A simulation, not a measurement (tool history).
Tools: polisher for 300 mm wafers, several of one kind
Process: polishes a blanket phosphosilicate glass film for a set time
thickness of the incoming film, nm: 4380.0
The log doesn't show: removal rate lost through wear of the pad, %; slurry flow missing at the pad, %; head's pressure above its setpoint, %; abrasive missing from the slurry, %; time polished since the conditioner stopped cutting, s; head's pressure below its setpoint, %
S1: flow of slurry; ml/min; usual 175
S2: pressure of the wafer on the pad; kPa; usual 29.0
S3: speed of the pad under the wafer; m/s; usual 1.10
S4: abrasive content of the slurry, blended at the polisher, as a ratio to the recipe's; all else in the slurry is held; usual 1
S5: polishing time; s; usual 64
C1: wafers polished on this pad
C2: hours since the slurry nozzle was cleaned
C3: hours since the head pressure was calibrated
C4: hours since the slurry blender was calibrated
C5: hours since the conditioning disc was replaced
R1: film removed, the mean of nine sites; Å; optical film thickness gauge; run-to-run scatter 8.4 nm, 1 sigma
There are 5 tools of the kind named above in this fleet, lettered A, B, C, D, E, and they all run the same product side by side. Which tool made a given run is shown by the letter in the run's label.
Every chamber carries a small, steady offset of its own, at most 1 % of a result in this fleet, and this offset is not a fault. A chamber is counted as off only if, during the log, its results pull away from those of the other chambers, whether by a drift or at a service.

| run | hour | S1 | S2 | S3 | S4 | S5 | C1 | C2 | C3 | C4 | C5 | R1 |
|---|---|---|---|---|---|---|---|---|---|---|---|---|
|  | 9.8 | chamber E: worn pad replaced by a new one |
| 1C | 11.5 | 175 | 29.0 | 1.10 | 1 | 64 | 530 | 19.3 | 196.4 | 306.6 | 47.4 | 6905.0 |
| 2D | 20.9 | 175 | 29.0 | 1.10 | 1 | 64 | 356 | 77.8 | 851.0 | 209.3 | 68.2 | 6897.6 |
|  | 23.1 | chamber A: worn pad replaced by a new one |
| 3E | 27.1 | 175 | 29.0 | 1.10 | 1 | 64 | 134 | 119.2 | 164.6 | 64.6 | 196.1 | 7045.0 |
| 4B | 34.5 | 175 | 29.0 | 1.10 | 1 | 64 | 291 | 162.2 | 665.5 | 303.5 | 249.7 | 6862.3 |
| 5A | 46.3 | 175 | 29.0 | 1.10 | 1 | 64 | 180 | 192.6 | 368.0 | 182.7 | 128.8 | 6952.3 |
| 6E | 54.6 | 175 | 29.0 | 1.10 | 1 | 64 | 348 | 146.7 | 192.1 | 92.1 | 223.6 | 7006.6 |
|  | 58.7 | chamber D: worn pad replaced by a new one |
|  | 62.6 | chamber C: slurry blender recalibrated |
|  | 65.2 | chamber C: worn pad replaced by a new one |
| 7A | 65.9 | 175 | 29.0 | 1.10 | 1 | 64 | 333 | 212.2 | 387.6 | 202.3 | 148.4 | 6933.1 |
|  | 69.7 | chamber D: slurry blender recalibrated |
|  | 70.4 | chamber A: slurry blender recalibrated |
| 8B | 74.8 | 175 | 29.0 | 1.10 | 1 | 64 | 605 | 202.5 | 705.8 | 343.8 | 290.0 | 6967.5 |
|  | 81.8 | chamber E: worn pad replaced by a new one |
| 9D | 83.4 | 175 | 29.0 | 1.10 | 1 | 64 | 192 | 140.3 | 913.5 | 13.7 | 130.7 | 6710.1 |
|  | 93.8 | chamber B: slurry blender recalibrated |
| 10C | 94.5 | 175 | 29.0 | 1.10 | 1 | 64 | 228 | 102.3 | 279.4 | 32.0 | 130.4 | 7043.9 |
|  | 95.1 | chamber A: worn pad replaced by a new one |
| 11B | 101.0 | 175 | 29.0 | 1.10 | 1 | 64 | 809 | 228.7 | 732.0 | 7.3 | 316.2 | 6751.2 |
|  | 106.5 | chamber D: conditioning disc replaced and pad reconditioned |
| 12A | 110.4 | 175 | 29.0 | 1.10 | 1 | 64 | 119 | 256.7 | 432.1 | 40.0 | 192.9 | 6944.8 |
| 13C | 115.8 | 175 | 29.0 | 0.84 | 1 | 64 | 393 | 123.6 | 300.7 | 53.3 | 151.7 | 5587.8 |
| 14D | 121.5 | 175 | 29.0 | 0.84 | 1 | 64 | 488 | 178.4 | 951.6 | 51.8 | 15.0 | 5433.2 |
| 15E | 131.2 | 175 | 29.0 | 0.84 | 1 | 64 | 384 | 223.3 | 268.7 | 168.7 | 300.2 | 5707.1 |
|  | 134.0 | chamber B: worn pad replaced by a new one |
|  | 138.9 | chamber A: slurry nozzle cleaned |
| 16C | 139.1 | 175 | 29.0 | 0.84 | 1 | 64 | 575 | 146.9 | 324.0 | 76.6 | 175.0 | 5632.3 |
|  | 143.7 | chamber D: head pressure recalibrated |
| 17E | 144.9 | 175 | 29.0 | 0.84 | 1 | 64 | 491 | 237.0 | 282.4 | 182.4 | 313.9 | 5690.3 |
|  | 146.2 | chamber B: slurry nozzle cleaned |
|  | 146.3 | chamber D: worn pad replaced by a new one |
| 18D | 150.8 | 175 | 29.0 | 0.98 | 1 | 64 | 35 | 207.7 | 7.1 | 81.1 | 44.3 | 5612.4 |
|  | 156.7 | chamber E: worn pad replaced by a new one |
| 19A | 157.3 | 175 | 29.0 | 0.98 | 1 | 64 | 484 | 18.5 | 479.0 | 86.9 | 239.8 | 6292.2 |
|  | 159.5 | chamber E: slurry blender recalibrated |
|  | 161.6 | chamber D: slurry nozzle cleaned |
| 20B | 164.1 | 175 | 29.0 | 0.98 | 1 | 64 | 234 | 18.0 | 795.1 | 70.4 | 379.3 | 6294.8 |
|  | 168.6 | chamber E: conditioning disc replaced and pad reconditioned |
|  | 169.8 | chamber C: worn pad replaced by a new one |
|  | 171.5 | chamber B: conditioning disc replaced and pad reconditioned |
| 21C | 173.2 | 175 | 29.0 | 0.98 | 1 | 64 | 26 | 181.0 | 358.1 | 110.7 | 209.1 | 6378.5 |
|  | 175.1 | chamber A: worn pad replaced by a new one |
| 22A | 183.1 | 175 | 29.0 | 0.98 | 1 | 64 | 62 | 44.3 | 504.8 | 112.7 | 265.6 | 6398.4 |
| 23E | 188.4 | 175 | 29.0 | 1.10 | 1 | 64 | 246 | 280.5 | 325.9 | 29.0 | 19.8 | 7020.2 |
|  | 189.5 | chamber C: conditioning disc replaced and pad reconditioned |
| 24B | 194.0 | 175 | 29.0 | 1.10 | 1 | 64 | 467 | 47.9 | 825.0 | 100.3 | 22.6 | 6914.4 |
| 25D | 203.9 | 175 | 29.0 | 1.10 | 1 | 64 | 448 | 42.4 | 60.2 | 134.2 | 97.4 | 6179.0 |
| 26C | 211.5 | 175 | 29.0 | 1.10 | 1 | 64 | 324 | 219.3 | 396.4 | 149.0 | 22.0 | 6962.5 |
| 27E | 221.0 | 175 | 29.0 | 1.10 | 1 | 64 | 500 | 313.1 | 358.5 | 61.6 | 52.4 | 6922.3 |
| 28B | 230.4 | 175 | 29.0 | 1.10 | 1 | 85 | 750 | 84.3 | 861.4 | 136.7 | 59.0 | 9264.3 |
| 29D | 237.5 | 175 | 29.0 | 1.10 | 1 | 85 | 709 | 76.0 | 93.8 | 167.8 | 131.0 | 8005.5 |
|  | 238.6 | chamber E: worn pad replaced by a new one |
| 30A | 243.5 | 175 | 29.0 | 1.10 | 1 | 85 | 532 | 104.7 | 565.2 | 173.1 | 326.0 | 9466.3 |
|  | 246.0 | chamber D: worn pad replaced by a new one |
| 31D | 253.2 | 175 | 29.0 | 1.10 | 1 | 85 | 56 | 91.7 | 109.5 | 183.5 | 146.7 | 8129.3 |
| 32E | 261.9 | 175 | 29.0 | 1.10 | 1 | 85 | 181 | 354.0 | 399.4 | 102.5 | 93.3 | 9366.9 |
| 33C | 267.7 | 175 | 29.0 | 0.76 | 1 | 64 | 761 | 275.5 | 452.6 | 205.2 | 78.2 | 5191.9 |

Has any chamber moved away from the others, gradually or after a service, or does the common gauge drift, or do the chambers differ only by their own small steady offsets? State the chamber and the most likely cause if one applies.

Chamber D has stood off from the others ever since a service on it.
What lies behind it: head's pressure below its setpoint, % = 11.8.

Which of the 4 candidates below, each the usual settings with something changed and its results left as question marks, puts chamber D back in line with what the other chambers give on the usual settings?
Counts as in line when no further than this from what the other chambers average on the usual settings: R1 290.0 Å
| 34D-1 | 276.2 | 175 | 29.0 | 1.10 | 1.0 | 68 |  |  |  |  |  | ? |
| 34D-2 | 276.2 | 170 | 29.0 | 0.92 | 1.0 | 64 |  |  |  |  |  | ? |
| 34D-3 | 276.2 | 175 | 30.3 | 1.14 | 1.0 | 67 |  |  |  |  |  | ? |
| 34D-4 | 276.2 | 165 | 29.0 | 1.10 | 0.9 | 64 |  |  |  |  |  | ? |

Mean of the other chambers on the usual settings: R1 6953.2 Å
| run | R1 |
|---|---|
| 34D-1 | 6469.6 |
| 34D-2 | 5265.6 |
| 34D-3 | 6870.0 |
| 34D-4 | 5745.4 |
34D-3 is the one that brings the chamber's results back in line with the other chambers.
